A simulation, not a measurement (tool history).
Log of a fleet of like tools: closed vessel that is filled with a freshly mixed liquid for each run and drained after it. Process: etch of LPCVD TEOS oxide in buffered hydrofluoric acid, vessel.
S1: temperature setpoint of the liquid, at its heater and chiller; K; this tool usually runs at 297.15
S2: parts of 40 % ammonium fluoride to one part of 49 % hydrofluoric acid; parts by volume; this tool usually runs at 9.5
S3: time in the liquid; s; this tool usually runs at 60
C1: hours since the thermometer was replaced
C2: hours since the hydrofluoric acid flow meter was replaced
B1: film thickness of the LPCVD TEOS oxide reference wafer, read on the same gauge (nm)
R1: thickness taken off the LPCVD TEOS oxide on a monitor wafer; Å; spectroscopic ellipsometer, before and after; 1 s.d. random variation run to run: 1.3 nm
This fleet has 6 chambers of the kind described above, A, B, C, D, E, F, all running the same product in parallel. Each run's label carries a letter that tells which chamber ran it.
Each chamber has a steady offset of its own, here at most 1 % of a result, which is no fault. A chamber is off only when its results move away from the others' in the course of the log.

run   hour      S1   S2  S3      C1      C2      B1      R1
 1F    4.0  297.15  9.5  60   161.0   305.5  70.019  3189.9
 2D    8.5  297.15  9.5  60   471.5   987.2  70.022  3216.2
      11.5  -- chamber B: thermometer replaced
 3C   12.6  297.15  9.5  60  1295.3   669.7  69.988  3227.2
 4A   15.5  297.15  9.5  60   762.0   396.7  69.960  3221.2
 5B   18.3  297.15  9.5  60     6.8   605.4  70.016  3218.3
 6E   21.9  297.15  9.5  60  1268.0   942.1  70.036  3216.3
 7F   26.2  297.15  9.5  60   183.2   327.7  69.970  3176.6
 8E   30.0  297.15  9.5  60  1276.1   950.2  69.943  3217.2
 9B   34.6  297.15  9.5  60    23.1   621.7  69.983  3227.4
10D   38.0  297.15  9.5  60   501.0  1016.7  70.004  3188.7
11A   42.5  297.15  9.5  60   789.0   423.7  70.015  3210.4
12C   45.1  297.15  9.5  60  1327.8   702.2  69.948  3213.0
13C   48.7  301.65  9.5  85  1331.4   705.8  69.970  5781.0
14F   51.7  301.65  9.5  85   208.7   353.2  70.014  5751.0
15A   55.7  301.65  9.5  85   802.2   436.9  69.998  5832.5
16E   58.2  301.65  9.5  85  1304.3   978.4  69.981  5778.1
17B   62.6  301.65  9.5  85    51.1   649.7  69.994  5872.3
18D   64.7  301.65  9.5  85   527.7  1043.4  70.035  5783.9
19E   67.8  297.15  9.5  60  1313.9   988.0  69.959  3237.0
20D   71.5  297.15  9.5  60   534.5  1050.2  69.978  3199.5
21B   75.5  297.15  9.5  80    64.0   662.6  69.978  4334.4
22F   78.0  297.15  9.5  80   235.0   379.5  69.979  4244.3
23A   80.2  297.15  9.5  80   826.7   461.4  69.942  4281.5
24C   83.4  297.15  9.5  80  1366.1   740.5  70.036  4267.0
25A   86.4  297.15  9.5  80   832.9   467.6  69.953  4269.4
26F   88.7  297.15  9.5  80   245.7   390.2  69.974  4254.7
27C   92.8  297.15  9.5  60  1375.5   749.9  69.990  3204.5
28E   97.1  299.65  9.5  60  1343.2  1017.3  69.952  3641.9
29D  100.1  299.65  9.5  60   563.1  1078.8  69.994  3644.7
30B  103.3  299.65  9.5  60    91.8   690.4  69.977  3747.5
31F  107.2  299.65  9.5  60   264.2   408.7  69.980  3652.1
32E  110.2  299.65  9.5  60  1356.3  1030.4  70.017  3687.7
33A  113.6  299.65  9.5  60   860.1   494.8  70.025  3680.2
34C  115.9  297.15  9.5  60  1398.6   773.0  69.953  3217.2
35D  118.1  293.65  9.5  60   581.1  1096.8  70.015  2628.3
36B  122.7  293.65  9.5  60   111.2   709.8  69.996  2707.6
37E  126.5  293.65  9.5  60  1372.6  1046.7  69.996  2656.2
38D  130.1  293.65  9.5  60   593.1  1108.8  70.015  2632.0
39F  133.0  293.65  9.5  60   290.0   434.5  70.011  2643.5
40B  136.0  293.65  9.5  60   124.5   723.1  69.989  2711.4
41A  138.5  300.15  6.5  60   885.0   519.7  70.024  5482.0
42C  141.0  300.15  6.5  60  1423.7   798.1  70.001  5444.1
43B  143.5  300.15  6.5  60   132.0   730.6  70.017  5689.7
44F  146.8  300.15  6.5  60   303.8   448.3  69.980  5441.9

The same settings go to every chamber for the next run, one line per chamber below. Forecast the results for each:
45A  150.2  297.15  11.5  60               ?
45B  150.2  297.15  11.5  60               ?
45C  150.2  297.15  11.5  60               ?
45D  150.2  297.15  11.5  60               ?
45E  150.2  297.15  11.5  60               ?
45F  150.2  297.15  11.5  60               ?

run      R1
45A  2715.9
45B  2850.0
45C  2706.5
45D  2717.1
45E  2700.2
45F  2697.9

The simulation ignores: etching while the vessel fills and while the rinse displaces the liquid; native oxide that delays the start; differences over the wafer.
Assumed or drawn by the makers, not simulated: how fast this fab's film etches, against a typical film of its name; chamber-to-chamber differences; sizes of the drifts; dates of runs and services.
